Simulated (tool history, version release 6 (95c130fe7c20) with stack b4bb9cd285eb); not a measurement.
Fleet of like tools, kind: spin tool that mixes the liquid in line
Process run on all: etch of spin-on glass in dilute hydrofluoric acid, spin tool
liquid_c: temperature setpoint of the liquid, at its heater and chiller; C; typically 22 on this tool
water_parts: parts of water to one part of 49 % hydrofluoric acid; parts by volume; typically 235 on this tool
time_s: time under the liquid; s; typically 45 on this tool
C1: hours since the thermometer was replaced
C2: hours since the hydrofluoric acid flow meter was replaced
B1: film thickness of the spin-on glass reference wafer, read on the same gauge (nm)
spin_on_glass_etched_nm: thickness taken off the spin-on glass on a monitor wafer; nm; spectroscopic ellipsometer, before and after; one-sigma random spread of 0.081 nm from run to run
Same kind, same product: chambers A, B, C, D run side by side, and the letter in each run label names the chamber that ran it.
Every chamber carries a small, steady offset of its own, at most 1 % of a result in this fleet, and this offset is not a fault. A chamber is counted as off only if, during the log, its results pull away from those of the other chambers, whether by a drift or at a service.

Run 1B, hour 8.3: usual settings; C1 1640.7; C2 664.1; B1 39.992. Result: spin_on_glass_etched_nm 8.1534 nm.
Run 2D, hour 20.9: usual settings; C1 784; C2 555.6; B1 40.016. Result: spin_on_glass_etched_nm 8.2221 nm.
Run 3C, hour 31.5: usual settings; C1 963.7; C2 1119.7; B1 39.983. Result: spin_on_glass_etched_nm 8.0267 nm.
Run 4A, hour 38.3: usual settings; C1 723.5; C2 1169.8; B1 39.965. Result: spin_on_glass_etched_nm 8.1081 nm.
Run 5A, hour 45.3: usual settings; C1 730.5; C2 1176.8; B1 39.965. Result: spin_on_glass_etched_nm 8.2582 nm.
Run 6C, hour 52.9: usual settings; C1 985.1; C2 1141.1; B1 40.016. Result: spin_on_glass_etched_nm 8.0488 nm.
At hour 56.8: chamber B: thermometer replaced.
Run 7D, hour 64.9: usual settings; C1 828; C2 599.6; B1 40.021. Result: spin_on_glass_etched_nm 8.1095 nm.
Run 8B, hour 71.7: usual settings but water_parts 270 parts by volume, time_s 70 s; C1 15; C2 727.5; B1 39.978. Result: spin_on_glass_etched_nm 10.603 nm.
Run 9D, hour 83.9: usual settings but water_parts 270 parts by volume, time_s 70 s; C1 847; C2 618.6; B1 40.02. Result: spin_on_glass_etched_nm 10.714 nm.
Run 10B, hour 96.3: usual settings but water_parts 270 parts by volume, time_s 70 s; C1 39.6; C2 752.1; B1 40.008. Result: spin_on_glass_etched_nm 10.665 nm.
Run 11C, hour 109.6: usual settings but water_parts 270 parts by volume, time_s 70 s; C1 1041.8; C2 1197.8; B1 40.038. Result: spin_on_glass_etched_nm 10.523 nm.
Run 12A, hour 116.7: usual settings; C1 801.9; C2 1248.2; B1 40.008. Result: spin_on_glass_etched_nm 8.3251 nm.
Run 13C, hour 128.2: usual settings; C1 1060.4; C2 1216.4; B1 39.995. Result: spin_on_glass_etched_nm 8.0414 nm.
At hour 128.3: chamber A: thermometer replaced.
Run 14B, hour 139.7: usual settings but water_parts 130 parts by volume, time_s 65 s; C1 83; C2 795.5; B1 39.98. Result: spin_on_glass_etched_nm 24.285 nm.
Run 15D, hour 150.6: usual settings but water_parts 130 parts by volume, time_s 65 s; C1 913.7; C2 685.3; B1 39.997. Result: spin_on_glass_etched_nm 23.547 nm.
Run 16A, hour 159.8: usual settings but water_parts 130 parts by volume, time_s 65 s; C1 31.5; C2 1291.3; B1 40.004. Result: spin_on_glass_etched_nm 23.74 nm.
Run 17A, hour 166.7: usual settings but water_parts 130 parts by volume, time_s 65 s; C1 38.4; C2 1298.2; B1 40.012. Result: spin_on_glass_etched_nm 24.031 nm.
Run 18C, hour 177.4: usual settings; C1 1109.6; C2 1265.6; B1 39.965. Result: spin_on_glass_etched_nm 8.0649 nm.
Run 19D, hour 188.3: usual settings; C1 951.4; C2 723; B1 39.982. Result: spin_on_glass_etched_nm 8.0804 nm.
Run 20B, hour 194.8: usual settings; C1 138.1; C2 850.6; B1 40.041. Result: spin_on_glass_etched_nm 8.3672 nm.
At hour 201.7: chamber B: hydrofluoric acid flow meter replaced.
Run 21A, hour 206: usual settings; C1 77.7; C2 1337.5; B1 40.006. Result: spin_on_glass_etched_nm 8.3682 nm.
Run 22B, hour 211.9: usual settings but water_parts 190 parts by volume; C1 155.2; C2 10.3; B1 40.007. Result: spin_on_glass_etched_nm 10.772 nm.
Run 23D, hour 223.1: usual settings but water_parts 190 parts by volume; C1 986.2; C2 757.8; B1 40.01. Result: spin_on_glass_etched_nm 10.267 nm.
Run 24C, hour 230.2: usual settings but water_parts 190 parts by volume; C1 1162.4; C2 1318.4; B1 40.008. Result: spin_on_glass_etched_nm 10.291 nm.
Run 25D, hour 241.8: usual settings but water_parts 190 parts by volume; C1 1004.9; C2 776.5; B1 40.009. Result: spin_on_glass_etched_nm 10.456 nm.
Run 26A, hour 252.6: usual settings; C1 124.3; C2 1384.1; B1 40.03. Result: spin_on_glass_etched_nm 8.2336 nm.
Run 27C, hour 264.4: usual settings; C1 1196.6; C2 1352.6; B1 40.042. Result: spin_on_glass_etched_nm 8.0916 nm.
Run 28B, hour 274.4: usual settings; C1 217.7; C2 72.8; B1 40.03. Result: spin_on_glass_etched_nm 8.2382 nm.
Run 29B, hour 284.8: usual settings; C1 228.1; C2 83.2; B1 40.001. Result: spin_on_glass_etched_nm 8.1597 nm.
Run 30C, hour 297.7: usual settings; C1 1229.9; C2 1385.9; B1 40.025. Result: spin_on_glass_etched_nm 8.0645 nm.
Run 31D, hour 310.4: usual settings but time_s 60 s; C1 1073.5; C2 845.1; B1 40.009. Result: spin_on_glass_etched_nm 10.522 nm.
Run 32A, hour 318.9: usual settings but time_s 60 s; C1 190.6; C2 1450.4; B1 39.984. Result: spin_on_glass_etched_nm 10.887 nm.
Run 33D, hour 327.1: usual settings but time_s 60 s; C1 1090.2; C2 861.8; B1 40.005. Result: spin_on_glass_etched_nm 10.545 nm.
Run 34B, hour 339.5: usual settings but time_s 60 s; C1 282.8; C2 137.9; B1 40.004. Result: spin_on_glass_etched_nm 10.887 nm.
Run 35C, hour 347: usual settings; C1 1279.2; C2 1435.2; B1 40.003. Result: spin_on_glass_etched_nm 8.0827 nm.
Run 36A, hour 354.9: usual settings; C1 226.6; C2 1486.4; B1 40.02. Result: spin_on_glass_etched_nm 8.029 nm.
At hour 362.8: chamber C: hydrofluoric acid flow meter replaced.
Run 37A, hour 368.1: usual settings; C1 239.8; C2 1499.6; B1 39.991. Result: spin_on_glass_etched_nm 8.1606 nm.
Run 38C, hour 376.6: usual settings; C1 1308.8; C2 13.8; B1 39.977. Result: spin_on_glass_etched_nm 8.0763 nm.

For the next run the whole fleet of 4 chambers uses the same settings. Give each chamber's results:
Run 39A, hour 386.3: usual settings but time_s 60 s. Result: spin_on_glass_etched_nm ?.
Run 39B, hour 386.3: usual settings but time_s 60 s. Result: spin_on_glass_etched_nm ?.
Run 39C, hour 386.3: usual settings but time_s 60 s. Result: spin_on_glass_etched_nm ?.
Run 39D, hour 386.3: usual settings but time_s 60 s. Result: spin_on_glass_etched_nm ?.

run  spin_on_glass_etched_nm
39A                   10.967
39B                   10.873
39C                     10.8
39D                   10.417
